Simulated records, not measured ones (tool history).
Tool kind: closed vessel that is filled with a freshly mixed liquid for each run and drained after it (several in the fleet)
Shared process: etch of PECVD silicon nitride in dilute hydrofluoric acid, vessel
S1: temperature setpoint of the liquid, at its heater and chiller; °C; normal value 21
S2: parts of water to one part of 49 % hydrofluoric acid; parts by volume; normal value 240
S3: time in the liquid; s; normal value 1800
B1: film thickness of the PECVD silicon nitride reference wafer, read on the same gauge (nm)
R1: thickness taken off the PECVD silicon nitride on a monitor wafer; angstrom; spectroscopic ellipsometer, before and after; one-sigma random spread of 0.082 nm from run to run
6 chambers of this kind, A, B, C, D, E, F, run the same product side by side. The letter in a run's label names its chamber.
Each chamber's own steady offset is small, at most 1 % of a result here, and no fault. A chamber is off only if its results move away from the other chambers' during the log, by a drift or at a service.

Run 1F, hour 4.5: usual settings; B1 140.01. Result: R1 109.12 angstrom.
Run 2A, hour 11.9: usual settings; B1 140.04. Result: R1 105.92 angstrom.
Run 3B, hour 18.4: usual settings; B1 140. Result: R1 105.8 angstrom.
Run 4D, hour 23.6: usual settings; B1 140.03. Result: R1 107.57 angstrom.
Run 5C, hour 29.2: usual settings; B1 140.02. Result: R1 106.41 angstrom.
Run 6E, hour 33.7: usual settings; B1 140.02. Result: R1 106.09 angstrom.
Run 7E, hour 40.1: usual settings; B1 139.98. Result: R1 106.27 angstrom.
Run 8B, hour 45.6: usual settings but S2 195 parts by volume, S3 2445 s; B1 140.01. Result: R1 175.31 angstrom.
Run 9D, hour 53: usual settings but S2 195 parts by volume, S3 2445 s; B1 140. Result: R1 177.34 angstrom.
Run 10C, hour 57.2: usual settings but S2 195 parts by volume, S3 2445 s; B1 140.04. Result: R1 174.59 angstrom.
Run 11A, hour 61: usual settings but S2 195 parts by volume, S3 2445 s; B1 140.01. Result: R1 175.32 angstrom.
Run 12F, hour 65.1: usual settings but S2 195 parts by volume, S3 2445 s; B1 139.98. Result: R1 176.31 angstrom.
Run 13C, hour 71.3: usual settings but S2 195 parts by volume, S3 2445 s; B1 139.97. Result: R1 173.1 angstrom.
Run 14F, hour 77.4: usual settings; B1 139.95. Result: R1 105.52 angstrom.
Run 15D, hour 81.9: usual settings; B1 140. Result: R1 108.16 angstrom.
Run 16A, hour 88: usual settings; B1 139.97. Result: R1 106.12 angstrom.
Run 17E, hour 92.7: usual settings; B1 140.02. Result: R1 104.52 angstrom.
Run 18B, hour 96.6: usual settings; B1 140. Result: R1 105.52 angstrom.
Run 19D, hour 100.1: usual settings; B1 140.02. Result: R1 107.72 angstrom.
Run 20F, hour 107.5: usual settings; B1 140.03. Result: R1 106.8 angstrom.
Run 21C, hour 113.7: usual settings; B1 140. Result: R1 100.74 angstrom.
Run 22B, hour 117.3: usual settings; B1 140.03. Result: R1 106.66 angstrom.
Run 23E, hour 121: usual settings but S1 19.5 °C; B1 140.03. Result: R1 96.16 angstrom.
Run 24A, hour 126.7: usual settings but S1 19.5 °C; B1 139.99. Result: R1 94.69 angstrom.
Run 25E, hour 130.8: usual settings but S1 19.5 °C; B1 139.97. Result: R1 95.389 angstrom.
Run 26C, hour 135.4: usual settings but S1 19.5 °C; B1 140.01. Result: R1 92.339 angstrom.
Run 27B, hour 140.2: usual settings but S1 19.5 °C; B1 140.02. Result: R1 96.477 angstrom.
Run 28A, hour 145.6: usual settings but S1 19.5 °C; B1 140. Result: R1 95.283 angstrom.
Run 29D, hour 150.3: usual settings; B1 140.01. Result: R1 106.76 angstrom.
Run 30F, hour 156.9: usual settings; B1 140. Result: R1 105.81 angstrom.
Run 31F, hour 160.7: usual settings; B1 139.98. Result: R1 106.86 angstrom.
Run 32B, hour 167.7: usual settings; B1 140. Result: R1 107.51 angstrom.
Run 33C, hour 171.9: usual settings; B1 140. Result: R1 100.2 angstrom.
Run 34E, hour 176.1: usual settings; B1 140.04. Result: R1 105.39 angstrom.
Run 35A, hour 181.8: usual settings; B1 140. Result: R1 104.84 angstrom.
Run 36D, hour 189.1: usual settings; B1 140.03. Result: R1 107.33 angstrom.
Run 37F, hour 193.8: usual settings; B1 140. Result: R1 107.79 angstrom.
Run 38E, hour 198.2: usual settings; B1 139.99. Result: R1 107.18 angstrom.
Run 39D, hour 205.4: usual settings; B1 139.98. Result: R1 106.03 angstrom.
Run 40C, hour 209.9: usual settings; B1 140.04. Result: R1 98.405 angstrom.
Run 41B, hour 216: usual settings; B1 140.01. Result: R1 105.53 angstrom.

Next, every chamber runs the same settings. What will each give?
Run 42A, hour 221.4: usual settings. Result: R1 ?.
Run 42B, hour 221.4: usual settings. Result: R1 ?.
Run 42C, hour 221.4: usual settings. Result: R1 ?.
Run 42D, hour 221.4: usual settings. Result: R1 ?.
Run 42E, hour 221.4: usual settings. Result: R1 ?.
Run 42F, hour 221.4: usual settings. Result: R1 ?.

run      R1
42A     107
42B  105.38
42C  97.229
42D  106.21
42E  106.33
42F  105.53
